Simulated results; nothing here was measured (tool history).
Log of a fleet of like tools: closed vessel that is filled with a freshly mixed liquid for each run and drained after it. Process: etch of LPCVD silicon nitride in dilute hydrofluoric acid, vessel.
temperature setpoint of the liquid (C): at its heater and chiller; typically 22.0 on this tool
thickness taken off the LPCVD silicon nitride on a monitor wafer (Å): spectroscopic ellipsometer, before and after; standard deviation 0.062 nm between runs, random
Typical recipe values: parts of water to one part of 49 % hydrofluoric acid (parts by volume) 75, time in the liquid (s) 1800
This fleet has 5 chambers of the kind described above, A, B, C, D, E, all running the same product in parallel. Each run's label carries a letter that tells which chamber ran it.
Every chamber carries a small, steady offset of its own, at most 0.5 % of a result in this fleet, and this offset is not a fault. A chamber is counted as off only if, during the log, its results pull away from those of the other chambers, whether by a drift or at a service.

run,hour,temperature setpoint of the liquid (C),parts of water to one part of 49 % hydrofluoric acid (parts by volume),time in the liquid (s),"read-back film thickness of the LPCVD silicon nitride reference wafer, read on the same gauge (nm)",thickness taken off the LPCVD silicon nitride on a monitor wafer (Å)
1E,9.1,22.0,75,1800,40.006,104.760
2A,17.2,22.0,75,1800,39.966,104.830
3B,29.8,22.0,75,1800,39.947,105.930
4D,38.6,22.0,75,1800,40.008,103.640
5C,49.0,22.0,75,1800,40.001,104.480
6A,58.4,22.0,75,1800,39.997,105.280
7B,65.5,22.0,75,1800,40.004,105.770
8E,77.2,17.5,35,1800,39.985,161.510
# hour 85.3: chamber C: thermometer replaced
9C,89.5,17.5,35,1800,39.985,163.230
10D,101.6,17.5,35,1800,40.027,159.420
11C,113.5,17.5,35,1800,39.988,159.440
12D,120.5,17.5,35,1800,39.953,161.230
13E,131.5,22.0,75,1800,40.003,105.520
# hour 135.7: chamber A: hydrofluoric acid flow meter replaced
14B,143.1,22.0,75,1800,39.979,104.910
15A,152.8,22.0,75,1800,40.061,104.510
# hour 161.4: chamber D: hydrofluoric acid flow meter replaced
16C,164.8,22.0,75,2230,40.006,129.540
17A,173.9,22.0,75,2230,39.976,130.710
# hour 175.6: chamber B: hydrofluoric acid flow meter replaced
# hour 182.2: chamber D: thermometer replaced
18D,182.2,22.0,75,2230,40.010,130.160
19E,188.9,22.0,75,2230,39.981,129.130
20B,197.4,22.0,75,2230,39.996,130.330
21B,206.4,22.0,75,1800,39.966,105.330
22E,215.7,22.0,75,1800,40.007,103.920
23C,224.8,22.0,75,1800,40.015,106.070
24D,231.5,22.0,75,1800,39.983,103.880
25A,238.0,22.0,75,1800,39.980,105.730
26B,247.2,25.5,75,1800,39.988,132.920
# hour 248.0: chamber E: hydrofluoric acid flow meter replaced
27E,255.6,25.5,75,1800,39.981,133.030
28D,267.0,25.5,75,1800,40.012,131.420
29C,277.3,25.5,75,1800,39.961,133.230
30A,283.8,25.5,75,1800,40.013,130.430
31A,294.9,22.0,75,1800,40.004,105.780
32D,305.4,22.0,75,1800,39.997,105.160
33C,313.9,22.0,75,1800,40.014,104.870
34E,319.9,22.0,75,1800,39.965,105.610

What goes on in this fleet: one chamber off, a drifting gauge, or nothing beyond the chambers' own small offsets? Name the chamber and the cause, if any.

All chambers stay in line apart from their small fixed offsets, and the gauge does not drift.
